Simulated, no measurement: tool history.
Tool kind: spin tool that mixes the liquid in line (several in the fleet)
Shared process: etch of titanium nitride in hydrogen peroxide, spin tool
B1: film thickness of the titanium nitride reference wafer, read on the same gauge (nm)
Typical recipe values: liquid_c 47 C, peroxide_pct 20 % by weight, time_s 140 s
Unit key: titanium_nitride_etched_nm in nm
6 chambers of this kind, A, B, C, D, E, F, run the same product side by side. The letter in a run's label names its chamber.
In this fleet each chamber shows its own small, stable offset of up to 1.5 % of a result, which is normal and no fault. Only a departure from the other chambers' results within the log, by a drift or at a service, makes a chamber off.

{"hour": 2.2, "done": "chamber F: new drum of peroxide connected"}
{"run": "1A", "hour": 9.5, "liquid_c": 47, "peroxide_pct": 20, "time_s": 140, "B1": 80.003, "titanium_nitride_etched_nm": 5.5473}
{"run": "2D", "hour": 23.3, "liquid_c": 47, "peroxide_pct": 20, "time_s": 140, "B1": 79.962, "titanium_nitride_etched_nm": 5.5805}
{"run": "3C", "hour": 30.3, "liquid_c": 47, "peroxide_pct": 20, "time_s": 140, "B1": 79.997, "titanium_nitride_etched_nm": 5.665}
{"run": "4B", "hour": 41.0, "liquid_c": 47, "peroxide_pct": 20, "time_s": 140, "B1": 80.011, "titanium_nitride_etched_nm": 5.542}
{"run": "5E", "hour": 53.1, "liquid_c": 47, "peroxide_pct": 20, "time_s": 140, "B1": 80.033, "titanium_nitride_etched_nm": 5.5711}
{"hour": 56.7, "done": "chamber F: heated supply line repaired"}
{"run": "6F", "hour": 64.9, "liquid_c": 47, "peroxide_pct": 20, "time_s": 140, "B1": 80.017, "titanium_nitride_etched_nm": 5.6296}
{"hour": 71.9, "done": "chamber E: peroxide flow meter replaced"}
{"run": "7A", "hour": 74.0, "liquid_c": 47, "peroxide_pct": 20, "time_s": 140, "B1": 80, "titanium_nitride_etched_nm": 5.628}
{"hour": 76.6, "done": "chamber D: heated supply line repaired"}
{"run": "8E", "hour": 86.8, "liquid_c": 47, "peroxide_pct": 20, "time_s": 140, "B1": 79.992, "titanium_nitride_etched_nm": 5.4998}
{"run": "9F", "hour": 99.1, "liquid_c": 47, "peroxide_pct": 20, "time_s": 140, "B1": 80.017, "titanium_nitride_etched_nm": 5.5453}
{"run": "10C", "hour": 106.5, "liquid_c": 47, "peroxide_pct": 20, "time_s": 140, "B1": 79.973, "titanium_nitride_etched_nm": 5.5875}
{"run": "11D", "hour": 120.3, "liquid_c": 47, "peroxide_pct": 20, "time_s": 140, "B1": 79.985, "titanium_nitride_etched_nm": 5.5085}
{"run": "12B", "hour": 130.7, "liquid_c": 47, "peroxide_pct": 20, "time_s": 140, "B1": 80.015, "titanium_nitride_etched_nm": 5.6038}
{"run": "13F", "hour": 138.7, "liquid_c": 47, "peroxide_pct": 20, "time_s": 140, "B1": 80.003, "titanium_nitride_etched_nm": 5.506}
{"run": "14D", "hour": 145.9, "liquid_c": 39, "peroxide_pct": 20, "time_s": 110, "B1": 80.016, "titanium_nitride_etched_nm": 2.396}
{"run": "15E", "hour": 152.9, "liquid_c": 39, "peroxide_pct": 20, "time_s": 110, "B1": 80.004, "titanium_nitride_etched_nm": 2.3183}
{"run": "16A", "hour": 166.7, "liquid_c": 39, "peroxide_pct": 20, "time_s": 110, "B1": 80.023, "titanium_nitride_etched_nm": 2.3798}
{"run": "17C", "hour": 179.2, "liquid_c": 39, "peroxide_pct": 20, "time_s": 110, "B1": 79.997, "titanium_nitride_etched_nm": 2.3717}
{"run": "18B", "hour": 192.0, "liquid_c": 39, "peroxide_pct": 20, "time_s": 110, "B1": 80.038, "titanium_nitride_etched_nm": 2.3553}
{"hour": 193.6, "done": "chamber F: peroxide flow meter replaced"}
{"run": "19A", "hour": 198.8, "liquid_c": 39, "peroxide_pct": 20, "time_s": 110, "B1": 79.975, "titanium_nitride_etched_nm": 2.3997}
{"run": "20B", "hour": 209.0, "liquid_c": 47, "peroxide_pct": 20, "time_s": 140, "B1": 80.034, "titanium_nitride_etched_nm": 5.5388}
{"run": "21F", "hour": 218.4, "liquid_c": 41, "peroxide_pct": 20, "time_s": 180, "B1": 80.012, "titanium_nitride_etched_nm": 4.5793}
{"run": "22D", "hour": 227.1, "liquid_c": 41, "peroxide_pct": 20, "time_s": 180, "B1": 79.96, "titanium_nitride_etched_nm": 4.554}
{"run": "23E", "hour": 235.7, "liquid_c": 41, "peroxide_pct": 20, "time_s": 180, "B1": 80.031, "titanium_nitride_etched_nm": 4.3656}
{"run": "24C", "hour": 249.4, "liquid_c": 41, "peroxide_pct": 20, "time_s": 180, "B1": 79.973, "titanium_nitride_etched_nm": 4.5672}
{"run": "25E", "hour": 257.9, "liquid_c": 41, "peroxide_pct": 20, "time_s": 180, "B1": 80.027, "titanium_nitride_etched_nm": 4.4718}
{"run": "26F", "hour": 265.8, "liquid_c": 41, "peroxide_pct": 20, "time_s": 180, "B1": 80.006, "titanium_nitride_etched_nm": 4.6028}
{"run": "27D", "hour": 279.7, "liquid_c": 47, "peroxide_pct": 20, "time_s": 140, "B1": 80.002, "titanium_nitride_etched_nm": 5.5227}
{"run": "28A", "hour": 290.5, "liquid_c": 47, "peroxide_pct": 20, "time_s": 140, "B1": 80.007, "titanium_nitride_etched_nm": 5.5736}
{"run": "29C", "hour": 296.9, "liquid_c": 47, "peroxide_pct": 20, "time_s": 140, "B1": 79.983, "titanium_nitride_etched_nm": 5.58}
{"hour": 298.2, "done": "chamber C: heated supply line repaired"}
{"run": "30B", "hour": 307.8, "liquid_c": 47, "peroxide_pct": 20, "time_s": 140, "B1": 80.003, "titanium_nitride_etched_nm": 5.5732}
{"run": "31F", "hour": 317.3, "liquid_c": 47, "peroxide_pct": 20, "time_s": 140, "B1": 79.977, "titanium_nitride_etched_nm": 5.5975}
{"run": "32C", "hour": 323.9, "liquid_c": 47, "peroxide_pct": 20, "time_s": 140, "B1": 79.992, "titanium_nitride_etched_nm": 5.6547}
{"run": "33D", "hour": 337.8, "liquid_c": 47, "peroxide_pct": 20, "time_s": 140, "B1": 80.015, "titanium_nitride_etched_nm": 5.5451}
{"hour": 339.6, "done": "chamber E: new drum of peroxide connected"}
{"run": "34A", "hour": 346.0, "liquid_c": 47, "peroxide_pct": 20, "time_s": 140, "B1": 80.023, "titanium_nitride_etched_nm": 5.5882}
{"run": "35E", "hour": 357.7, "liquid_c": 47, "peroxide_pct": 20, "time_s": 140, "B1": 79.975, "titanium_nitride_etched_nm": 5.2595}
{"run": "36B", "hour": 369.0, "liquid_c": 47, "peroxide_pct": 20, "time_s": 140, "B1": 80.045, "titanium_nitride_etched_nm": 5.5466}
{"run": "37E", "hour": 377.4, "liquid_c": 47, "peroxide_pct": 20, "time_s": 140, "B1": 79.995, "titanium_nitride_etched_nm": 5.2616}
{"run": "38A", "hour": 390.0, "liquid_c": 47, "peroxide_pct": 20, "time_s": 140, "B1": 80.027, "titanium_nitride_etched_nm": 5.5996}
{"run": "39B", "hour": 397.9, "liquid_c": 47, "peroxide_pct": 22, "time_s": 75, "B1": 79.964, "titanium_nitride_etched_nm": 3.0818}

Is one chamber off against the others, does the gauge drift, or is nothing wrong? If a chamber is off, say which, and what the likeliest cause is.

Little by little, chamber E moves away from the other chambers.
Most likely cause: temperature lost on the way to the wafer (K) = 0.707.
From this log alone, it may not be told apart from: liquid colder than its thermometer reads (K).

Chamber E could run next with any of the 4 candidate recipes listed below; each alters the usual settings, and their results appear as question marks. Which one brings its results back in line with what the other chambers deliver on the usual settings?
In line means no further than this from the other chambers' mean on the usual settings: titanium_nitride_etched_nm 0.15 nm
{"run": "40E-1", "hour": 407.8, "liquid_c": 47, "peroxide_pct": 14.5, "time_s": 140, "titanium_nitride_etched_nm": "?"}
{"run": "40E-2", "hour": 407.8, "liquid_c": 47, "peroxide_pct": 21, "time_s": 140, "titanium_nitride_etched_nm": "?"}
{"run": "40E-3", "hour": 407.8, "liquid_c": 47, "peroxide_pct": 19, "time_s": 140, "titanium_nitride_etched_nm": "?"}
{"run": "40E-4", "hour": 407.8, "liquid_c": 47, "peroxide_pct": 20, "time_s": 150, "titanium_nitride_etched_nm": "?"}

What the other chambers average on the usual settings: titanium_nitride_etched_nm 5.5742 nm
run=40E-1 titanium_nitride_etched_nm=4.8875
run=40E-2 titanium_nitride_etched_nm=5.2912
run=40E-3 titanium_nitride_etched_nm=5.1781
run=40E-4 titanium_nitride_etched_nm=5.6097
With 40E-4, the chamber falls back in line with the rest.
